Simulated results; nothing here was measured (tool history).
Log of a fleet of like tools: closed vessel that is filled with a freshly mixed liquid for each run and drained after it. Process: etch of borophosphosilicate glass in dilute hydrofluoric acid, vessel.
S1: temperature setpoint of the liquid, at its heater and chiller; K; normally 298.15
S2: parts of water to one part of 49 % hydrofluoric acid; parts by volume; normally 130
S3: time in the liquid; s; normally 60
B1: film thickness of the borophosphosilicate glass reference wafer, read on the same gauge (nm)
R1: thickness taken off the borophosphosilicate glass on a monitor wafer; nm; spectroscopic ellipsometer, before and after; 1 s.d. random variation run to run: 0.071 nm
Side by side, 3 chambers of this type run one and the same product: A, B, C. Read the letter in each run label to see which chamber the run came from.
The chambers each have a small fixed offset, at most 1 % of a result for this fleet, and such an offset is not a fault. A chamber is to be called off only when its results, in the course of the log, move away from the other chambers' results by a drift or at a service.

run,day,S1,S2,S3,B1,R1
1A,0.108,298.15,130,60,39.972,11.939
2B,0.254,298.15,130,60,39.981,11.882
3C,0.35,298.15,130,60,40.026,12.102
4C,0.504,298.15,130,60,40.016,11.899
5A,0.633,298.15,130,60,40.02,11.831
6B,0.779,298.15,130,60,39.959,12.006
7A,0.879,298.15,130,60,40.027,11.95
8C,1.008,298.15,130,60,40.008,11.934
9B,1.129,298.15,130,60,40.037,11.803
10C,1.279,298.15,130,60,39.963,11.957
11A,1.388,298.15,130,90,39.958,17.703
12B,1.488,298.15,130,90,39.965,17.776
13B,1.671,298.15,130,90,40.01,17.716
14A,1.817,298.15,130,60,39.971,11.882
15C,1.921,298.15,130,60,39.99,12.057
16B,2.108,298.15,130,60,39.968,11.991
17C,2.317,298.15,130,60,39.998,11.891
18A,2.45,298.15,130,60,40.003,11.918
19A,2.571,298.15,130,60,39.977,11.927
20C,2.771,298.15,130,60,40.025,11.885
21B,2.971,298.15,130,60,39.976,11.88
22A,3.133,298.15,130,60,39.993,11.835
23B,3.329,298.15,130,60,40.019,11.858
24C,3.492,298.15,105,60,39.99,15.52
25B,3.638,298.15,105,60,40.007,15.106
26A,3.825,298.15,105,60,39.956,14.742
27C,4,294.15,130,60,39.977,10.344
28C,4.196,294.15,130,60,40.009,10.25
29B,4.3,294.15,130,60,40.023,10.168
30A,4.404,298.15,130,60,39.953,11.506
31B,4.512,298.15,130,60,40.011,11.934
32A,4.604,298.15,130,60,40.005,11.456
33C,4.721,298.15,165,60,40.006,9.0597
34C,4.871,298.15,165,60,39.977,9.0125
35B,5.088,298.15,165,60,39.977,9.0548
36A,5.258,298.15,130,60,40.004,11.257
37A,5.412,298.15,130,35,40,6.5658
38B,5.579,298.15,130,35,39.967,6.9289
39C,5.788,298.15,130,35,40.003,6.9799
40A,5.954,298.15,130,60,40.003,11.059
41B,6.062,298.15,130,60,39.984,11.949

Has any chamber moved away from the others, gradually or after a service, or does the common gauge drift, or do the chambers differ only by their own small steady offsets? State the chamber and the most likely cause if one applies.

It is chamber A that slowly wanders off from its peers.
Likeliest cause: liquid colder than its thermometer reads (K) = 1.74.
Not necessarily distinguishable in this log from: hydrofluoric acid flow below the setpoint (%).

Here are 4 candidates for chamber A's next run, each the usual settings with a change, their results left as question marks. Which one brings its results back in line with what the others give on the usual settings?
Counts as in line when no further than this from what the other chambers average on the usual settings: R1 0.25 nm
42A-1,6.217,297.65,145,60,,?
42A-2,6.217,296.15,130,60,,?
42A-3,6.217,298.65,115,60,,?
42A-4,6.217,298.15,130,65,,?

Usual-settings mean across the other chambers: R1 11.968 nm
run,R1
42A-1,9.6202
42A-2,10.273
42A-3,13.051
42A-4,12.052
It is 42A-4 that realigns the chamber with its peers.

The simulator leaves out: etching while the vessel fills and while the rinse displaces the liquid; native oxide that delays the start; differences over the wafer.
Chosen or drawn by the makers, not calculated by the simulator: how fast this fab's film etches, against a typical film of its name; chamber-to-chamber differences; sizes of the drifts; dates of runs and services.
